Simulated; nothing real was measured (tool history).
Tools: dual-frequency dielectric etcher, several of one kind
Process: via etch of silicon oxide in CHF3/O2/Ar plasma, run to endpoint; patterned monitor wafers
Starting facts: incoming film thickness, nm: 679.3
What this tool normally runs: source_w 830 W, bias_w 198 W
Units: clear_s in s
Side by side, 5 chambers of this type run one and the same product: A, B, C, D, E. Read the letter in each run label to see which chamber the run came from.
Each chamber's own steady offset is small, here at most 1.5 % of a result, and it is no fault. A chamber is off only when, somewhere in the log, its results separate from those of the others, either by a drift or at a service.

run 1C day=0.104 | source_w=830 bias_w=198 | clear_s=294.02
run 2B day=0.275 | source_w=830 bias_w=198 | clear_s=293.37
run 3D day=0.417 | source_w=830 bias_w=198 | clear_s=295.63
run 4A day=0.546 | source_w=830 bias_w=198 | clear_s=297.96
run 5E day=0.696 | source_w=830 bias_w=198 | clear_s=295.3
run 6A day=0.796 | source_w=830 bias_w=149 | clear_s=326.91
run 7B day=0.917 | source_w=830 bias_w=149 | clear_s=319.37
run 8D day=1.012 | source_w=830 bias_w=149 | clear_s=322.8
run 9E day=1.154 | source_w=830 bias_w=149 | clear_s=321.56
run 10C day=1.296 | source_w=830 bias_w=149 | clear_s=324.42
run 11D day=1.396 | source_w=830 bias_w=198 | clear_s=296.27
run 12C day=1.508 | source_w=830 bias_w=198 | clear_s=295.21
run 13A day=1.621 | source_w=830 bias_w=198 | clear_s=295.97
run 14B day=1.721 | source_w=830 bias_w=198 | clear_s=291.81
run 15E day=1.875 | source_w=830 bias_w=198 | clear_s=293.77
run 16C day=1.971 | source_w=830 bias_w=198 | clear_s=293.62
run 17A day=2.067 | source_w=830 bias_w=198 | clear_s=297.1
run 18E day=2.15 | source_w=830 bias_w=198 | clear_s=296.73
-- day=2.154 chamber A: wet clean of the chamber
run 19B day=2.3 | source_w=830 bias_w=198 | clear_s=294.3
run 20D day=2.479 | source_w=830 bias_w=198 | clear_s=293.55
run 21B day=2.583 | source_w=670 bias_w=162 | clear_s=338.18
run 22D day=2.742 | source_w=670 bias_w=162 | clear_s=341.07
run 23E day=2.912 | source_w=670 bias_w=162 | clear_s=341.9
run 24C day=3 | source_w=670 bias_w=162 | clear_s=342.71
run 25A day=3.079 | source_w=670 bias_w=162 | clear_s=353.59
run 26A day=3.229 | source_w=830 bias_w=198 | clear_s=303.57
run 27D day=3.329 | source_w=830 bias_w=161 | clear_s=314.78
run 28C day=3.5 | source_w=830 bias_w=161 | clear_s=313.03
run 29E day=3.642 | source_w=830 bias_w=161 | clear_s=314.11
run 30B day=3.721 | source_w=830 bias_w=161 | clear_s=311.91
run 31B day=3.846 | source_w=830 bias_w=161 | clear_s=314.36
run 32A day=3.983 | source_w=930 bias_w=198 | clear_s=289.79
run 33D day=4.142 | source_w=930 bias_w=198 | clear_s=281.92
run 34C day=4.325 | source_w=930 bias_w=198 | clear_s=281.93
run 35E day=4.442 | source_w=930 bias_w=198 | clear_s=282.3
run 36A day=4.571 | source_w=930 bias_w=198 | clear_s=290.43
run 37C day=4.679 | source_w=830 bias_w=198 | clear_s=293.65
run 38B day=4.804 | source_w=830 bias_w=198 | clear_s=290.98
run 39E day=4.975 | source_w=830 bias_w=198 | clear_s=295.35
run 40D day=5.075 | source_w=730 bias_w=198 | clear_s=309.13
run 41C day=5.158 | source_w=730 bias_w=198 | clear_s=308.97
run 42E day=5.271 | source_w=730 bias_w=198 | clear_s=309.89
run 43B day=5.421 | source_w=730 bias_w=198 | clear_s=304.83
run 44D day=5.538 | source_w=730 bias_w=198 | clear_s=310.93

Next, all 5 chambers run the settings below, one line each with question marks for the results. What does each chamber give?
run 45A day=5.667 | source_w=830 bias_w=198 | clear_s=?
run 45B day=5.667 | source_w=830 bias_w=198 | clear_s=?
run 45C day=5.667 | source_w=830 bias_w=198 | clear_s=?
run 45D day=5.667 | source_w=830 bias_w=198 | clear_s=?
run 45E day=5.667 | source_w=830 bias_w=198 | clear_s=?

run=45A clear_s=302.97
run=45B clear_s=292.24
run=45C clear_s=295.1
run=45D clear_s=294.25
run=45E clear_s=296.21
